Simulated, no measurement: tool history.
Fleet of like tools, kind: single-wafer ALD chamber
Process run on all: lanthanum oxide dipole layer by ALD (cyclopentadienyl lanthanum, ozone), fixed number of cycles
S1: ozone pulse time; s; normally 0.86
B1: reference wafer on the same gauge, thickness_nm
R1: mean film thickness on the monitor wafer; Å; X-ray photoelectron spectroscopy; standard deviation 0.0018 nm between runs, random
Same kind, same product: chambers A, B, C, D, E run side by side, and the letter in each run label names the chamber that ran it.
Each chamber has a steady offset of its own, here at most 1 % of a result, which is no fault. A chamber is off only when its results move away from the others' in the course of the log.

run,day,S1,B1,R1
1C,0.408,0.86,0.51472,4.7658
2E,0.65,0.86,0.51519,4.7158
3D,1.058,0.86,0.5152,4.7241
4A,1.408,0.86,0.51522,4.7446
5B,1.85,0.86,0.51496,4.7099
6D,2.092,0.86,0.51522,4.759
7B,2.371,0.86,0.51482,4.7146
8A,2.683,0.86,0.51489,4.7566
9E,3.092,0.86,0.51466,4.7266
10C,3.588,0.86,0.51482,4.7422
11E,3.862,0.86,0.51517,4.7006
12B,4.158,0.86,0.51516,4.7216
13C,4.512,0.86,0.51517,4.7634
14A,4.783,0.86,0.51498,4.7561
15D,5.208,0.86,0.51468,4.7235
16C,5.633,0.57,0.51473,3.9596
17B,5.925,0.57,0.51489,3.8621
18D,6.221,0.57,0.51541,3.9371
19A,6.688,0.57,0.51472,3.8368
20E,6.933,0.57,0.51544,3.9437
21E,7.438,1.01,0.51489,5.001
22D,7.8,1.01,0.51563,4.9604
23B,8.275,1.01,0.51527,4.9994
24A,8.642,1.01,0.51462,4.8895
25C,8.946,1.01,0.51513,5.0171
26D,9.283,0.86,0.51526,4.7399
27C,9.529,0.86,0.51502,4.7469
28A,9.996,0.86,0.5154,4.6247
29E,10.233,0.86,0.51517,4.7032
30B,10.567,1.08,0.51489,5.092

One chamber off, gauge drift, or nothing amiss beyond the chambers' own small offsets? If it is a chamber, which one, and what is the likeliest cause?

Little by little, chamber A moves away from the other chambers.
Cause: ozone dose below that of a generator just serviced (%) = 9.44.

Which of the 4 candidates below, each the usual settings with something changed and its results left as question marks, puts chamber A back in line with what the other chambers give on the usual settings?
Allowed miss from the other chambers' usual-settings mean, per result, to count as in line: R1 0.061 Å
31A-1,10.929,0.79,,?
31A-2,10.929,0.99,,?
31A-3,10.929,0.93,,?
31A-4,10.929,0.75,,?

On the usual settings, the other chambers give on average: R1 4.7264 Å
run,R1
31A-1,4.4097
31A-2,4.8315
31A-3,4.7206
31A-4,4.3053
Change 31A-3 lands the chamber within the allowed miss of the other chambers.
